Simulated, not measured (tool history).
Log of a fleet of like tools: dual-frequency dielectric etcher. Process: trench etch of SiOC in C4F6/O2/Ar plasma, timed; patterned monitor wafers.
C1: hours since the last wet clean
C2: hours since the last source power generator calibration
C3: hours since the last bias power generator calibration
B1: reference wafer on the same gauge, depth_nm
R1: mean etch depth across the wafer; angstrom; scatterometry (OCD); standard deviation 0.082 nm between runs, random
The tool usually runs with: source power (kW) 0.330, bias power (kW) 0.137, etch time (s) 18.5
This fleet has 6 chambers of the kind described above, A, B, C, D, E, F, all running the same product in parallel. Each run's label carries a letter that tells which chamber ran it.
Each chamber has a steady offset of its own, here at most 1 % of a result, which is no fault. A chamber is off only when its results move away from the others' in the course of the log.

At hour 2.2: chamber D: wet clean of the chamber.
Run 1E, hour 7.9: usual settings; C1 314.3; C2 403.8; C3 3914.3; B1 36.587. Result: R1 325.71 angstrom.
Run 2A, hour 16.3: usual settings; C1 269.0; C2 4534.5; C3 1500.3; B1 36.580. Result: R1 324.24 angstrom.
Run 3F, hour 29.2: usual settings; C1 492.1; C2 2145.9; C3 517.3; B1 36.613. Result: R1 328.46 angstrom.
Run 4B, hour 41.0: usual settings; C1 508.2; C2 331.9; C3 4733.7; B1 36.603. Result: R1 326.49 angstrom.
Run 5C, hour 47.9: usual settings; C1 221.7; C2 1426.7; C3 1679.7; B1 36.625. Result: R1 325.19 angstrom.
Run 6D, hour 55.2: usual settings; C1 53.1; C2 2353.5; C3 463.0; B1 36.569. Result: R1 327.11 angstrom.
Run 7F, hour 69.6: usual settings; C1 532.5; C2 2186.3; C3 557.7; B1 36.581. Result: R1 329.80 angstrom.
Run 8E, hour 76.6: usual settings; C1 383.0; C2 472.5; C3 3983.0; B1 36.590. Result: R1 326.10 angstrom.
Run 9A, hour 86.5: usual settings; C1 339.2; C2 4604.7; C3 1570.5; B1 36.621. Result: R1 325.74 angstrom.
Run 10D, hour 101.0: usual settings but source power (kW) 0.390, etch time (s) 23.5; C1 98.9; C2 2399.3; C3 508.8; B1 36.612. Result: R1 443.98 angstrom.
Run 11B, hour 113.5: usual settings but source power (kW) 0.390, etch time (s) 23.5; C1 580.7; C2 404.4; C3 4806.2; B1 36.620. Result: R1 446.07 angstrom.
Run 12C, hour 122.0: usual settings but source power (kW) 0.390, etch time (s) 23.5; C1 295.8; C2 1500.8; C3 1753.8; B1 36.623. Result: R1 442.97 angstrom.
At hour 131.0: chamber F: wet clean of the chamber.
Run 13D, hour 132.1: usual settings but source power (kW) 0.390, etch time (s) 23.5; C1 130.0; C2 2430.4; C3 539.9; B1 36.611. Result: R1 443.28 angstrom.
At hour 143.0: chamber A: wet clean of the chamber.
Run 14C, hour 143.5: usual settings but source power (kW) 0.390, etch time (s) 23.5; C1 317.3; C2 1522.3; C3 1775.3; B1 36.593. Result: R1 443.58 angstrom.
At hour 153.0: chamber B: wet clean of the chamber.
Run 15F, hour 155.4: usual settings but source power (kW) 0.390, etch time (s) 23.5; C1 24.5; C2 2272.1; C3 643.5; B1 36.591. Result: R1 447.07 angstrom.
Run 16A, hour 165.7: usual settings but source power (kW) 0.260, bias power (kW) 0.119; C1 22.7; C2 4683.9; C3 1649.7; B1 36.592. Result: R1 283.19 angstrom.
Run 17E, hour 176.7: usual settings but source power (kW) 0.260, bias power (kW) 0.119; C1 483.1; C2 572.6; C3 4083.1; B1 36.597. Result: R1 285.36 angstrom.
At hour 176.8: chamber A: source power generator calibrated.
Run 18B, hour 185.5: usual settings but source power (kW) 0.260, bias power (kW) 0.119; C1 32.6; C2 476.4; C3 4878.2; B1 36.601. Result: R1 284.86 angstrom.
Run 19B, hour 196.3: usual settings but source power (kW) 0.260, bias power (kW) 0.119; C1 43.4; C2 487.2; C3 4889.0; B1 36.601. Result: R1 286.11 angstrom.
At hour 204.5: chamber E: wet clean of the chamber.
Run 20F, hour 210.1: usual settings but source power (kW) 0.260, bias power (kW) 0.119; C1 79.2; C2 2326.8; C3 698.2; B1 36.606. Result: R1 288.41 angstrom.
At hour 223.6: chamber D: source power generator calibrated.
Run 21D, hour 224.4: usual settings but source power (kW) 0.260, bias power (kW) 0.119; C1 222.3; C2 0.9; C3 632.2; B1 36.579. Result: R1 284.72 angstrom.
Run 22A, hour 236.4: usual settings; C1 93.4; C2 59.7; C3 1720.4; B1 36.582. Result: R1 325.76 angstrom.
Run 23E, hour 244.7: usual settings; C1 40.2; C2 640.6; C3 4151.1; B1 36.605. Result: R1 326.27 angstrom.
Run 24C, hour 259.2: usual settings; C1 433.0; C2 1638.0; C3 1891.0; B1 36.592. Result: R1 326.51 angstrom.
Run 25A, hour 271.7: usual settings but bias power (kW) 0.107, etch time (s) 22.5; C1 128.7; C2 95.0; C3 1755.7; B1 36.613. Result: R1 366.34 angstrom.
Run 26C, hour 279.4: usual settings but bias power (kW) 0.107, etch time (s) 22.5; C1 453.2; C2 1658.2; C3 1911.2; B1 36.615. Result: R1 369.34 angstrom.
Run 27F, hour 291.0: usual settings but bias power (kW) 0.107, etch time (s) 22.5; C1 160.1; C2 2407.7; C3 779.1; B1 36.601. Result: R1 370.08 angstrom.
Run 28B, hour 306.5: usual settings but bias power (kW) 0.107, etch time (s) 22.5; C1 153.6; C2 597.4; C3 4999.2; B1 36.598. Result: R1 372.27 angstrom.
Run 29D, hour 321.9: usual settings but bias power (kW) 0.107, etch time (s) 22.5; C1 319.8; C2 98.4; C3 729.7; B1 36.605. Result: R1 371.27 angstrom.
Run 30E, hour 329.0: usual settings but bias power (kW) 0.107, etch time (s) 22.5; C1 124.5; C2 724.9; C3 4235.4; B1 36.596. Result: R1 370.31 angstrom.
Run 31A, hour 339.9: usual settings; C1 196.9; C2 163.2; C3 1823.9; B1 36.587. Result: R1 323.48 angstrom.
Run 32F, hour 347.6: usual settings; C1 216.7; C2 2464.3; C3 835.7; B1 36.617. Result: R1 327.56 angstrom.
At hour 353.9: chamber C: wet clean of the chamber.
Run 33C, hour 363.2: usual settings; C1 9.3; C2 1742.0; C3 1995.0; B1 36.598. Result: R1 327.49 angstrom.
Run 34D, hour 371.1: usual settings; C1 369.0; C2 147.6; C3 778.9; B1 36.589. Result: R1 329.22 angstrom.
Run 35B, hour 385.3: usual settings; C1 232.4; C2 676.2; C3 5078.0; B1 36.588. Result: R1 326.25 angstrom.
Run 36E, hour 400.6: usual settings; C1 196.1; C2 796.5; C3 4307.0; B1 36.608. Result: R1 326.44 angstrom.
At hour 404.1: chamber D: wet clean of the chamber.
Run 37A, hour 411.9: usual settings; C1 268.9; C2 235.2; C3 1895.9; B1 36.595. Result: R1 324.16 angstrom.
Run 38C, hour 420.9: usual settings; C1 67.0; C2 1799.7; C3 2052.7; B1 36.599. Result: R1 326.92 angstrom.
Run 39E, hour 430.2: usual settings but source power (kW) 0.370; C1 225.7; C2 826.1; C3 4336.6; B1 36.589. Result: R1 340.81 angstrom.
Run 40F, hour 441.6: usual settings but source power (kW) 0.370; C1 310.7; C2 2558.3; C3 929.7; B1 36.595. Result: R1 344.22 angstrom.
Run 41D, hour 456.1: usual settings but source power (kW) 0.370; C1 52.0; C2 232.6; C3 863.9; B1 36.598. Result: R1 342.79 angstrom.
Run 42B, hour 471.2: usual settings but source power (kW) 0.370; C1 318.3; C2 762.1; C3 5163.9; B1 36.620. Result: R1 342.69 angstrom.

All chambers now run identical settings, listed one chamber a line with results as question marks. What results will each chamber show?
Run 43A, hour 482.4: usual settings. Result: R1 ?.
Run 43B, hour 482.4: usual settings. Result: R1 ?.
Run 43C, hour 482.4: usual settings. Result: R1 ?.
Run 43D, hour 482.4: usual settings. Result: R1 ?.
Run 43E, hour 482.4: usual settings. Result: R1 ?.
Run 43F, hour 482.4: usual settings. Result: R1 ?.

run      R1
43A  325.19
43B  327.39
43C  326.30
43D  327.13
43E  325.52
43F  328.74
